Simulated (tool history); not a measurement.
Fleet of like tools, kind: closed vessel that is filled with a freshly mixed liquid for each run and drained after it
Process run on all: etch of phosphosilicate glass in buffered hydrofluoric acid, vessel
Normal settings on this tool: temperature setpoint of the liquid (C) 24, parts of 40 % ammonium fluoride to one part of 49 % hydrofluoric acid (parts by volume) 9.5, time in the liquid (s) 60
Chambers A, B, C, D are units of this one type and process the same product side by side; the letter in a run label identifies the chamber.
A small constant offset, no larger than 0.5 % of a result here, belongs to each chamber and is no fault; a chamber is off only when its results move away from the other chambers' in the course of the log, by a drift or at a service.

run	day	temperature setpoint of the liquid (C)	parts of 40 % ammonium fluoride to one part of 49 % hydrofluoric acid (parts by volume)	time in the liquid (s)	read-back film thickness of the phosphosilicate glass reference wafer, read on the same gauge (nm)	thickness taken off the phosphosilicate glass on a monitor wafer (angstrom)
1A	0.317	24	9.5	60	49.989	5508.8
2C	0.8	24	9.5	60	49.988	5485.8
3B	1.2	24	9.5	60	49.99	5475.1
4D	1.562	24	9.5	60	50.006	5598.1
5D	2.05	24	9.5	60	49.996	5525.1
6B	2.317	24	6.5	60	50.001	7967.2
7A	2.583	24	6.5	60	49.984	7928.4
8C	3.075	24	6.5	60	50.012	7917.3
9B	3.558	24	6.5	60	50.006	7956.8
# day 3.588: chamber D: hydrofluoric acid flow meter replaced
10C	3.838	24	9.5	60	50.006	5560.5
11D	4.221	24	9.5	60	50.013	5566.9
12A	4.608	24	9.5	60	50.01	5437.4
13D	5.096	24	9.5	60	49.986	5581.7
14A	5.371	24	9.5	60	50.007	5500.3
15C	5.85	24	9.5	60	50.011	5404.2
16B	6.35	24	9.5	60	50.003	5530.2
17A	6.625	24	9.5	60	49.989	5510.5
18C	7.075	27.5	9.5	60	49.998	6724.1
19D	7.479	27.5	9.5	60	49.988	6656.3
20B	7.792	27.5	9.5	60	50.016	6702.1
21B	8.092	27.5	9.5	60	49.987	6688.6
22D	8.554	24	9.5	60	49.99	5367.3
23A	8.971	24	9.5	60	49.981	5438.1
# day 9.167: chamber B: thermometer replaced
24C	9.429	24	9.5	60	49.996	5523.5
25B	9.9	24	9.5	60	49.993	5575.3
26A	10.3	24	9.5	60	49.993	5599.8
27C	10.808	24	9.5	60	49.986	5382.2
28D	11.208	28	9.5	60	50.002	6417.9
29A	11.662	28	9.5	60	49.997	6706.6
30D	11.9	28	9.5	60	49.997	6311.4
31B	12.242	28	9.5	60	49.983	6839.4
32C	12.558	26.5	9.5	45	49.984	4826.7
33A	13.092	26.5	9.5	45	49.992	4725.1
34B	13.6	26.5	9.5	45	50.01	4727.7
35D	13.962	26.5	9.5	45	50.028	4371.7
36C	14.446	24	9.5	30	50.012	2763.5
37B	14.683	24	9.5	30	50.009	2721.6
38A	15.125	24	9.5	30	49.996	2762.2
39C	15.521	24	9.5	30	50.017	2788.8
40D	15.846	24	9.5	60	49.991	5007.8
41B	16.171	24	9.5	60	49.993	5535.5
42D	16.592	24	9.5	60	50.004	4882.5

Next, every chamber runs the same settings. What will each give?
43A	16.979	24	9.5	60		?
43B	16.979	24	9.5	60		?
43C	16.979	24	9.5	60		?
43D	16.979	24	9.5	60		?

run	thickness taken off the phosphosilicate glass on a monitor wafer (angstrom)
43A	5397.5
43B	5515.1
43C	5536
43D	4898.2
